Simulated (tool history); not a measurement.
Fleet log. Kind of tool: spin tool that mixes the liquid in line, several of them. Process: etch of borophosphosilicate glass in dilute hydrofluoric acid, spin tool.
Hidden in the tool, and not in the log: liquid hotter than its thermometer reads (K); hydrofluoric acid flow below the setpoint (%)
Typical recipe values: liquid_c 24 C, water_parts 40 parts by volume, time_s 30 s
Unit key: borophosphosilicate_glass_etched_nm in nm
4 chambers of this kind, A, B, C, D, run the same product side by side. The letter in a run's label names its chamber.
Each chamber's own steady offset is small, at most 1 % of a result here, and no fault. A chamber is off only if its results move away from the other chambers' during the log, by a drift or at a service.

run,hour,liquid_c,water_parts,time_s,hours since the thermometer was replaced,hours since the hydrofluoric acid flow meter was replaced,"read-back film thickness of the borophosphosilicate glass reference wafer, read on the same gauge (nm)",borophosphosilicate_glass_etched_nm
1B,16.2,24,40,30,426,134.7,69.998,42.575
2D,30.7,24,40,30,572,954.7,70.014,41.575
3A,46.7,24,40,30,570.4,214.2,70.01,41.276
4C,55,24,40,30,1534,523.5,69.988,41.074
5A,66.4,24,40,30,590.1,233.9,70.027,41.295
6D,76,24,40,30,617.3,1000,69.992,41.091
7B,83.5,24,40,30,493.3,202,70.006,42.4
8C,93.1,24,40,30,1572.1,561.6,69.999,40.674
9A,103.3,24,40,30,627,270.8,69.976,41.386
10C,117.7,24,40,30,1596.7,586.2,70.023,40.676
11D,133.9,24,40,30,675.2,1057.9,69.993,40.858
12B,143.8,24,40,30,553.6,262.3,69.986,41.358
13D,155.3,24,40,30,696.6,1079.3,70.008,41.243
14C,171,24,40,30,1650,639.5,70.028,40.517
15A,182.2,22.5,25,30,705.9,349.7,70.014,63.477
16B,198.5,22.5,25,30,608.3,317,70.011,63.513
17C,211.1,22.5,25,30,1690.1,679.6,70.005,61.355
# hour 213.7: chamber D: hydrofluoric acid flow meter replaced
# hour 221.7: chamber A: hydrofluoric acid flow meter replaced
18A,224.9,22.5,25,30,748.6,3.2,69.976,63.254
19D,240.1,24,40,30,781.4,26.5,70.002,41.656
20B,251.7,24,40,30,661.5,370.2,69.994,40.457
21B,265.5,24,40,30,675.3,384,69.993,41.587
22A,274.3,24,40,30,798,52.6,69.994,41.151
23C,286.6,24,40,30,1765.6,755.1,69.999,39.115
24D,297.5,24,40,30,838.8,83.9,69.998,41.714
25A,312.5,24,40,30,836.2,90.8,69.999,41.271
26B,322.3,24,40,30,732.1,440.8,69.982,41.279
27C,332.9,24,40,30,1811.9,801.4,70.009,38.8
28D,347.9,24,40,30,889.2,134.3,69.992,41.481
29D,357.6,24,40,45,898.9,144,69.985,62.95
30C,370.2,24,40,45,1849.2,838.7,70.027,57.497
31A,385.6,24,40,45,909.3,163.9,69.982,62.012
32B,399.8,24,40,45,809.6,518.3,69.993,61.929
33B,409.8,24,40,30,819.6,528.3,69.987,41.27
34D,416.9,20,30,30,958.2,203.3,69.992,47.456
35A,429,20,30,30,952.7,207.3,69.985,47.66

The same settings go to every chamber for the next run, one line per chamber below. Forecast the results for each:
36A,440.7,21.5,40,30,,,,?
36B,440.7,21.5,40,30,,,,?
36C,440.7,21.5,40,30,,,,?
36D,440.7,21.5,40,30,,,,?

run,borophosphosilicate_glass_etched_nm
36A,37.105
36B,38.135
36C,33.557
36D,37.315
